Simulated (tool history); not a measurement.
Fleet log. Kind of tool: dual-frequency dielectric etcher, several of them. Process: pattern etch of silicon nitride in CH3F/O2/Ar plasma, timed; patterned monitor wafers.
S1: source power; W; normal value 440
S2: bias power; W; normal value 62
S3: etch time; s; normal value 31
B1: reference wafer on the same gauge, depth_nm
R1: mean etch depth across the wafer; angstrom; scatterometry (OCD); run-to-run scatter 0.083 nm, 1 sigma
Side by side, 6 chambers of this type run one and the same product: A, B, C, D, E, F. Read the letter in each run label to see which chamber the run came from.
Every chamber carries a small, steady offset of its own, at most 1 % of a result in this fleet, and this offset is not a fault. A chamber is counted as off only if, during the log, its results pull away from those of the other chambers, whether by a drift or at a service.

run	hour	S1	S2	S3	B1	R1
1A	7.5	440	62	31	21.308	216.69
2F	17.8	440	62	31	21.288	216.05
3B	23.9	440	62	31	21.309	212.74
4C	32.7	440	62	31	21.303	215.75
5E	44.3	440	62	31	21.324	212.57
6D	54.7	440	62	31	21.282	213.3
7F	63.2	440	62	31	21.29	216.1
8B	74.5	440	62	31	21.284	211.55
9C	84.9	440	50	38	21.285	246.11
# hour 95.6: chamber A: source power generator calibrated
10E	95.7	440	50	38	21.292	241.65
11A	104.7	440	50	38	21.299	246.91
12D	113.6	440	50	38	21.307	243.4
# hour 121.8: chamber C: wet clean of the chamber
13A	124.4	440	50	38	21.292	247.41
14D	134.1	440	50	38	21.307	244.56
15E	144.9	400	77	31	21.287	220.75
16C	153.6	400	77	31	21.309	224
# hour 156.2: chamber F: source power generator calibrated
17F	161.5	400	77	31	21.323	225.37
18B	167.8	400	77	31	21.308	221.99
19D	176.7	400	77	31	21.316	222.32
20E	184.2	400	77	31	21.301	219.37
21C	195.8	440	62	34	21.287	234.36
22B	205.1	440	62	34	21.325	232.97
23F	211.7	440	62	34	21.297	236.67
24A	222.2	440	62	34	21.308	236.39
# hour 223.1: chamber B: wet clean of the chamber
25A	234.7	440	62	34	21.31	238.04
26B	245.1	440	62	34	21.327	234.63
27F	253	440	62	31	21.32	214.7
28E	259.3	440	62	31	21.297	211.84
29D	270.6	440	50	25	21.307	159.98
30C	281.2	440	50	25	21.303	161.72
31A	290.3	440	50	25	21.309	162.64
32C	299.2	440	50	25	21.287	161.3
33F	306.3	440	50	25	21.318	162.02
# hour 314.8: chamber D: wet clean of the chamber
34D	315.8	440	50	25	21.273	161.14
# hour 316.3: chamber F: wet clean of the chamber
35E	326.2	440	62	31	21.293	212.97
36B	332.5	440	62	31	21.297	213.49
37B	339.2	440	62	31	21.298	214.17
38C	348.1	440	62	31	21.316	216.26
39E	357.2	440	62	31	21.28	212
40A	367.4	440	62	31	21.283	216.69
41F	373.2	440	62	31	21.294	216.21

Next, every chamber runs the same settings. What will each give?
42A	382.1	440	62	31		?
42B	382.1	440	62	31		?
42C	382.1	440	62	31		?
42D	382.1	440	62	31		?
42E	382.1	440	62	31		?
42F	382.1	440	62	31		?

run	R1
42A	215.55
42B	213.19
42C	216.43
42D	214.41
42E	212.97
42F	214.32

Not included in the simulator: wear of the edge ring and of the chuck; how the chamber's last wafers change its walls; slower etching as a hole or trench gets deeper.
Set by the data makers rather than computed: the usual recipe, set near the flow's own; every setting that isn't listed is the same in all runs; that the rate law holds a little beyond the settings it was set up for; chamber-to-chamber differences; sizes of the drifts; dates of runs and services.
